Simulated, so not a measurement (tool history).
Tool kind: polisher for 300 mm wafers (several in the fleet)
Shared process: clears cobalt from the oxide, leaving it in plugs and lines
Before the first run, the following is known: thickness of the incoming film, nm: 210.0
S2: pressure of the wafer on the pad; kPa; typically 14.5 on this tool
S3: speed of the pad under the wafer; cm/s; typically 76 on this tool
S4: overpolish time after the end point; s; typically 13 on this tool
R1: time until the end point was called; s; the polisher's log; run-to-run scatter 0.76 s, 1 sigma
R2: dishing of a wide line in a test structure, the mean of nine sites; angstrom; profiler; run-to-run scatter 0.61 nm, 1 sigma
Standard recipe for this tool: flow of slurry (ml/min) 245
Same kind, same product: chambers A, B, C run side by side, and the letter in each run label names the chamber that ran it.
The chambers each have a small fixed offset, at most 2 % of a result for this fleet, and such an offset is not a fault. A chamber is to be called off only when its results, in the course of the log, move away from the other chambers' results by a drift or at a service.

{"hour": 9.3, "done": "chamber C: worn pad replaced by a new one"}
{"run": "1A", "hour": 9.7, "flow of slurry (ml/min)": 245, "S2": 14.5, "S3": 76, "S4": 13, "R1": 57.14, "R2": 314.79}
{"run": "2B", "hour": 14.2, "flow of slurry (ml/min)": 245, "S2": 14.5, "S3": 76, "S4": 13, "R1": 58.294, "R2": 325.02}
{"run": "3C", "hour": 21.2, "flow of slurry (ml/min)": 245, "S2": 14.5, "S3": 76, "S4": 13, "R1": 57.785, "R2": 312.25}
{"run": "4B", "hour": 29.1, "flow of slurry (ml/min)": 245, "S2": 14.5, "S3": 76, "S4": 13, "R1": 56.874, "R2": 336.0}
{"run": "5C", "hour": 35.3, "flow of slurry (ml/min)": 245, "S2": 14.5, "S3": 76, "S4": 13, "R1": 59.178, "R2": 324.41}
{"run": "6A", "hour": 43.5, "flow of slurry (ml/min)": 245, "S2": 14.5, "S3": 76, "S4": 13, "R1": 58.366, "R2": 322.34}
{"run": "7B", "hour": 51.4, "flow of slurry (ml/min)": 245, "S2": 14.5, "S3": 76, "S4": 13, "R1": 59.051, "R2": 321.42}
{"hour": 54.0, "done": "chamber A: worn pad replaced by a new one"}
{"run": "8A", "hour": 57.6, "flow of slurry (ml/min)": 245, "S2": 14.5, "S3": 76, "S4": 13, "R1": 57.596, "R2": 316.48}
{"run": "9C", "hour": 64.0, "flow of slurry (ml/min)": 245, "S2": 14.5, "S3": 76, "S4": 13, "R1": 56.741, "R2": 325.05}
{"run": "10C", "hour": 70.2, "flow of slurry (ml/min)": 245, "S2": 16.5, "S3": 58, "S4": 13, "R1": 66.796, "R2": 280.62}
{"run": "11B", "hour": 75.6, "flow of slurry (ml/min)": 245, "S2": 16.5, "S3": 58, "S4": 13, "R1": 65.335, "R2": 301.22}
{"run": "12A", "hour": 83.5, "flow of slurry (ml/min)": 245, "S2": 16.5, "S3": 58, "S4": 13, "R1": 65.316, "R2": 297.01}
{"run": "13A", "hour": 88.4, "flow of slurry (ml/min)": 245, "S2": 14.5, "S3": 76, "S4": 13, "R1": 56.905, "R2": 318.57}
{"run": "14B", "hour": 96.2, "flow of slurry (ml/min)": 210, "S2": 12.4, "S3": 76, "S4": 13, "R1": 68.143, "R2": 283.26}
{"run": "15C", "hour": 100.8, "flow of slurry (ml/min)": 210, "S2": 12.4, "S3": 76, "S4": 13, "R1": 69.8, "R2": 290.64}
{"hour": 106.7, "done": "chamber B: worn pad replaced by a new one"}
{"run": "16C", "hour": 109.1, "flow of slurry (ml/min)": 210, "S2": 12.4, "S3": 76, "S4": 13, "R1": 68.599, "R2": 279.93}
{"run": "17A", "hour": 115.6, "flow of slurry (ml/min)": 245, "S2": 14.5, "S3": 76, "S4": 13, "R1": 57.22, "R2": 327.47}
{"run": "18B", "hour": 121.6, "flow of slurry (ml/min)": 245, "S2": 14.5, "S3": 76, "S4": 13, "R1": 57.6, "R2": 319.23}
{"hour": 124.8, "done": "chamber C: slurry nozzle cleaned"}
{"run": "19B", "hour": 127.8, "flow of slurry (ml/min)": 245, "S2": 14.5, "S3": 76, "S4": 13, "R1": 59.092, "R2": 323.09}
{"run": "20A", "hour": 136.2, "flow of slurry (ml/min)": 245, "S2": 14.5, "S3": 76, "S4": 13, "R1": 57.17, "R2": 313.08}
{"run": "21C", "hour": 145.1, "flow of slurry (ml/min)": 245, "S2": 14.5, "S3": 76, "S4": 13, "R1": 58.951, "R2": 312.29}
{"hour": 151.9, "done": "chamber B: head pressure recalibrated"}
{"run": "22C", "hour": 153.5, "flow of slurry (ml/min)": 245, "S2": 14.5, "S3": 76, "S4": 13, "R1": 57.754, "R2": 309.03}
{"run": "23B", "hour": 163.2, "flow of slurry (ml/min)": 245, "S2": 14.5, "S3": 76, "S4": 13, "R1": 57.938, "R2": 318.16}
{"hour": 165.5, "done": "chamber A: worn pad replaced by a new one"}
{"run": "24A", "hour": 169.2, "flow of slurry (ml/min)": 245, "S2": 14.5, "S3": 76, "S4": 13, "R1": 55.753, "R2": 325.54}
{"run": "25A", "hour": 173.5, "flow of slurry (ml/min)": 245, "S2": 14.5, "S3": 76, "S4": 13, "R1": 58.542, "R2": 317.92}
{"run": "26B", "hour": 180.6, "flow of slurry (ml/min)": 245, "S2": 14.5, "S3": 76, "S4": 13, "R1": 57.34, "R2": 323.91}
{"hour": 182.8, "done": "chamber C: worn pad replaced by a new one"}
{"run": "27C", "hour": 188.6, "flow of slurry (ml/min)": 245, "S2": 14.5, "S3": 76, "S4": 13, "R1": 56.626, "R2": 314.02}
{"hour": 189.2, "done": "chamber C: head pressure recalibrated"}
{"run": "28C", "hour": 197.2, "flow of slurry (ml/min)": 245, "S2": 14.5, "S3": 76, "S4": 13, "R1": 64.005, "R2": 290.15}
{"run": "29B", "hour": 204.0, "flow of slurry (ml/min)": 245, "S2": 14.5, "S3": 76, "S4": 13, "R1": 57.241, "R2": 324.28}
{"run": "30A", "hour": 212.7, "flow of slurry (ml/min)": 245, "S2": 14.5, "S3": 76, "S4": 13, "R1": 57.454, "R2": 317.51}
{"run": "31C", "hour": 218.1, "flow of slurry (ml/min)": 245, "S2": 14.5, "S3": 76, "S4": 13, "R1": 64.499, "R2": 302.3}
{"run": "32A", "hour": 227.5, "flow of slurry (ml/min)": 245, "S2": 14.5, "S3": 76, "S4": 13, "R1": 58.538, "R2": 316.82}
{"run": "33B", "hour": 234.8, "flow of slurry (ml/min)": 245, "S2": 14.5, "S3": 76, "S4": 13, "R1": 57.517, "R2": 324.98}
{"run": "34B", "hour": 239.9, "flow of slurry (ml/min)": 245, "S2": 14.5, "S3": 76, "S4": 13, "R1": 58.433, "R2": 314.39}
{"run": "35A", "hour": 244.9, "flow of slurry (ml/min)": 245, "S2": 14.5, "S3": 76, "S4": 13, "R1": 55.981, "R2": 314.59}
{"run": "36C", "hour": 254.0, "flow of slurry (ml/min)": 245, "S2": 14.5, "S3": 76, "S4": 13, "R1": 62.729, "R2": 307.9}
{"run": "37A", "hour": 259.4, "flow of slurry (ml/min)": 245, "S2": 14.5, "S3": 76, "S4": 13, "R1": 57.974, "R2": 313.4}
{"run": "38C", "hour": 265.9, "flow of slurry (ml/min)": 245, "S2": 14.5, "S3": 76, "S4": 13, "R1": 62.898, "R2": 302.19}
{"hour": 267.1, "done": "chamber B: worn pad replaced by a new one"}
{"hour": 273.6, "done": "chamber A: worn pad replaced by a new one"}
{"run": "39B", "hour": 275.2, "flow of slurry (ml/min)": 245, "S2": 14.5, "S3": 76, "S4": 13, "R1": 59.077, "R2": 325.74}
{"run": "40A", "hour": 282.8, "flow of slurry (ml/min)": 245, "S2": 14.5, "S3": 76, "S4": 13, "R1": 56.505, "R2": 314.47}
{"run": "41C", "hour": 287.9, "flow of slurry (ml/min)": 245, "S2": 14.5, "S3": 66, "S4": 10, "R1": 73.865, "R2": 218.02}
{"run": "42B", "hour": 296.0, "flow of slurry (ml/min)": 245, "S2": 14.5, "S3": 66, "S4": 10, "R1": 66.584, "R2": 248.41}
{"run": "43B", "hour": 305.1, "flow of slurry (ml/min)": 245, "S2": 14.5, "S3": 66, "S4": 10, "R1": 67.237, "R2": 238.23}

Next, every chamber runs the same settings. What will each give?
{"run": "44A", "hour": 312.2, "flow of slurry (ml/min)": 245, "S2": 14.5, "S3": 76, "S4": 13, "R1": "?", "R2": "?"}
{"run": "44B", "hour": 312.2, "flow of slurry (ml/min)": 245, "S2": 14.5, "S3": 76, "S4": 13, "R1": "?", "R2": "?"}
{"run": "44C", "hour": 312.2, "flow of slurry (ml/min)": 245, "S2": 14.5, "S3": 76, "S4": 13, "R1": "?", "R2": "?"}

run=44A R1=56.104 R2=316.69
run=44B R1=58.903 R2=317.26
run=44C R1=66.015 R2=288.70

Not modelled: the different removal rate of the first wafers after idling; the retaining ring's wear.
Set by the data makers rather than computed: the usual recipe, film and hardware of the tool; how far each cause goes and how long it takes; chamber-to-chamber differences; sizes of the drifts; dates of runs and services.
